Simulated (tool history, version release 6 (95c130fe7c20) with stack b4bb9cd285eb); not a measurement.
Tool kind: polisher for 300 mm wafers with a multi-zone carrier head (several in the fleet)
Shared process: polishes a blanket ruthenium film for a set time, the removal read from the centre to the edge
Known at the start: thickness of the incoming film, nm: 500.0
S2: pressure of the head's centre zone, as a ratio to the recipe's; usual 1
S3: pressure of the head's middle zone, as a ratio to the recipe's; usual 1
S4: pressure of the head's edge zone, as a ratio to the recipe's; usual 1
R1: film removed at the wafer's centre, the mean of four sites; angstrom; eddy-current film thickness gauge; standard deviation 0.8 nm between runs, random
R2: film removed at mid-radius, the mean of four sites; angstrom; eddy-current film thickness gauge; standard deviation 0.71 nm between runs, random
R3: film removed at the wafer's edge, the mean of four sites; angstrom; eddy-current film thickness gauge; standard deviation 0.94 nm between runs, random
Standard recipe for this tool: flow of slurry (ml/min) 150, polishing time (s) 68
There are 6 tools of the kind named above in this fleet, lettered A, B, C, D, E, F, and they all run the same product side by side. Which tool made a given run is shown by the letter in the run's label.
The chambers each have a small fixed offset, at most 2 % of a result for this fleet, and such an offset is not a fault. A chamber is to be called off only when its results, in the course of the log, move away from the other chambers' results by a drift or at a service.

Run 1E, hour 3.9: usual settings. Result: R1 768.91 angstrom, R2 760.12 angstrom, R3 754.22 angstrom.
At hour 4.2: chamber E: slurry nozzle cleaned.
Run 2D, hour 7.7: usual settings. Result: R1 759.36 angstrom, R2 748.55 angstrom, R3 770.53 angstrom.
Run 3C, hour 10.1: usual settings. Result: R1 754.48 angstrom, R2 757.98 angstrom, R3 776.41 angstrom.
Run 4A, hour 12.8: usual settings. Result: R1 752.71 angstrom, R2 775.5 angstrom, R3 754.7 angstrom.
Run 5F, hour 16.5: usual settings. Result: R1 752.21 angstrom, R2 766.92 angstrom, R3 752.74 angstrom.
Run 6B, hour 18.8: usual settings. Result: R1 761.02 angstrom, R2 764.74 angstrom, R3 762.33 angstrom.
Run 7A, hour 22.7: usual settings. Result: R1 764.32 angstrom, R2 766.92 angstrom, R3 787.24 angstrom.
At hour 24.7: chamber A: centre zone pressure recalibrated.
Run 8B, hour 26.7: usual settings. Result: R1 753.32 angstrom, R2 768.02 angstrom, R3 773.87 angstrom.
Run 9D, hour 31.7: usual settings. Result: R1 751.38 angstrom, R2 753.41 angstrom, R3 772.05 angstrom.
At hour 33.6: chamber D: worn pad replaced by a new one.
Run 10C, hour 34.3: usual settings. Result: R1 762.77 angstrom, R2 769.88 angstrom, R3 777.57 angstrom.
At hour 34.7: chamber C: worn pad replaced by a new one.
At hour 35.5: chamber D: slurry nozzle cleaned.
Run 11F, hour 38.9: usual settings. Result: R1 741.01 angstrom, R2 748.04 angstrom, R3 765.53 angstrom.
At hour 39.9: chamber A: worn pad replaced by a new one.
Run 12E, hour 43.4: usual settings. Result: R1 767.85 angstrom, R2 757.88 angstrom, R3 741.87 angstrom.
Run 13E, hour 47.6: usual settings. Result: R1 774.22 angstrom, R2 756.08 angstrom, R3 752.79 angstrom.
Run 14A, hour 50: usual settings. Result: R1 764.59 angstrom, R2 760.97 angstrom, R3 772.19 angstrom.
Run 15F, hour 52.3: usual settings. Result: R1 734.54 angstrom, R2 747.51 angstrom, R3 754.74 angstrom.
At hour 55.7: chamber F: worn pad replaced by a new one.
Run 16B, hour 57.5: usual settings. Result: R1 744.56 angstrom, R2 758.84 angstrom, R3 757.07 angstrom.
Run 17C, hour 60.9: usual settings. Result: R1 752.39 angstrom, R2 761.9 angstrom, R3 782.89 angstrom.
Run 18D, hour 65.1: usual settings. Result: R1 761.85 angstrom, R2 754.07 angstrom, R3 776.32 angstrom.
Run 19F, hour 68.9: usual settings. Result: R1 721.51 angstrom, R2 730.53 angstrom, R3 740.36 angstrom.
Run 20A, hour 71.1: usual settings but flow of slurry (ml/min) 110. Result: R1 714.87 angstrom, R2 716.99 angstrom, R3 736.39 angstrom.
At hour 72.7: chamber E: worn pad replaced by a new one.
Run 21C, hour 75.5: usual settings but flow of slurry (ml/min) 110. Result: R1 703.51 angstrom, R2 705.27 angstrom, R3 732.19 angstrom.
At hour 76.7: chamber D: worn pad replaced by a new one.
Run 22E, hour 79.1: usual settings but flow of slurry (ml/min) 110. Result: R1 712.6 angstrom, R2 704.74 angstrom, R3 718.64 angstrom.
At hour 80.3: chamber B: worn pad replaced by a new one.
Run 23B, hour 83.7: usual settings but flow of slurry (ml/min) 110. Result: R1 683.48 angstrom, R2 708.83 angstrom, R3 728.11 angstrom.
At hour 84: chamber A: worn pad replaced by a new one.
At hour 85.6: chamber A: edge zone pressure recalibrated.
Run 24D, hour 86.7: usual settings but flow of slurry (ml/min) 110. Result: R1 710.71 angstrom, R2 714.25 angstrom, R3 740.54 angstrom.
At hour 91: chamber F: centre zone pressure recalibrated.
Run 25C, hour 91: usual settings but flow of slurry (ml/min) 110. Result: R1 709.25 angstrom, R2 723.15 angstrom, R3 732.76 angstrom.
Run 26E, hour 96.1: usual settings. Result: R1 779.97 angstrom, R2 759.86 angstrom, R3 746.12 angstrom.
Run 27B, hour 100.7: usual settings. Result: R1 759.63 angstrom, R2 757.83 angstrom, R3 761.36 angstrom.
Run 28D, hour 103: usual settings. Result: R1 746.1 angstrom, R2 772.02 angstrom, R3 784.09 angstrom.
Run 29F, hour 105.7: usual settings. Result: R1 705.93 angstrom, R2 699.47 angstrom, R3 726.3 angstrom.
Run 30A, hour 108.7: usual settings but S3 0.91. Result: R1 761.83 angstrom, R2 710.59 angstrom, R3 755.51 angstrom.
Run 31F, hour 113.2: usual settings but S3 0.91. Result: R1 689.28 angstrom, R2 652.23 angstrom, R3 736.95 angstrom.
Run 32E, hour 116.4: usual settings but S3 0.91. Result: R1 761.45 angstrom, R2 685.03 angstrom, R3 772.57 angstrom.
At hour 118.8: chamber D: worn pad replaced by a new one.
At hour 118.8: chamber B: slurry nozzle cleaned.
At hour 119.5: chamber C: worn pad replaced by a new one.
Run 33D, hour 121.4: usual settings but S3 0.91. Result: R1 766.66 angstrom, R2 700.22 angstrom, R3 770.88 angstrom.
Run 34C, hour 126.2: usual settings but S3 0.91. Result: R1 759.27 angstrom, R2 687.33 angstrom, R3 783.56 angstrom.
Run 35A, hour 128.9: usual settings but S3 0.91. Result: R1 744.7 angstrom, R2 695.64 angstrom, R3 762.12 angstrom.
Run 36B, hour 132.2: usual settings. Result: R1 735.87 angstrom, R2 778.81 angstrom, R3 770.4 angstrom.
At hour 132.6: chamber E: edge zone pressure recalibrated.
Run 37E, hour 134.7: usual settings. Result: R1 782.58 angstrom, R2 746.43 angstrom, R3 769.47 angstrom.

Next, all 6 chambers run the settings below, one line each with question marks for the results. What does each chamber give?
Run 38A, hour 138.3: usual settings. Result: R1 ?, R2 ?, R3 ?.
Run 38B, hour 138.3: usual settings. Result: R1 ?, R2 ?, R3 ?.
Run 38C, hour 138.3: usual settings. Result: R1 ?, R2 ?, R3 ?.
Run 38D, hour 138.3: usual settings. Result: R1 ?, R2 ?, R3 ?.
Run 38E, hour 138.3: usual settings. Result: R1 ?, R2 ?, R3 ?.
Run 38F, hour 138.3: usual settings. Result: R1 ?, R2 ?, R3 ?.

run      R1      R2      R3
38A   751.3  765.97  782.24
38B  750.04  757.63  757.13
38C  772.58  766.87  754.07
38D  753.83  768.16  783.28
38E  758.84  757.45  741.97
38F  669.66  692.06  701.76
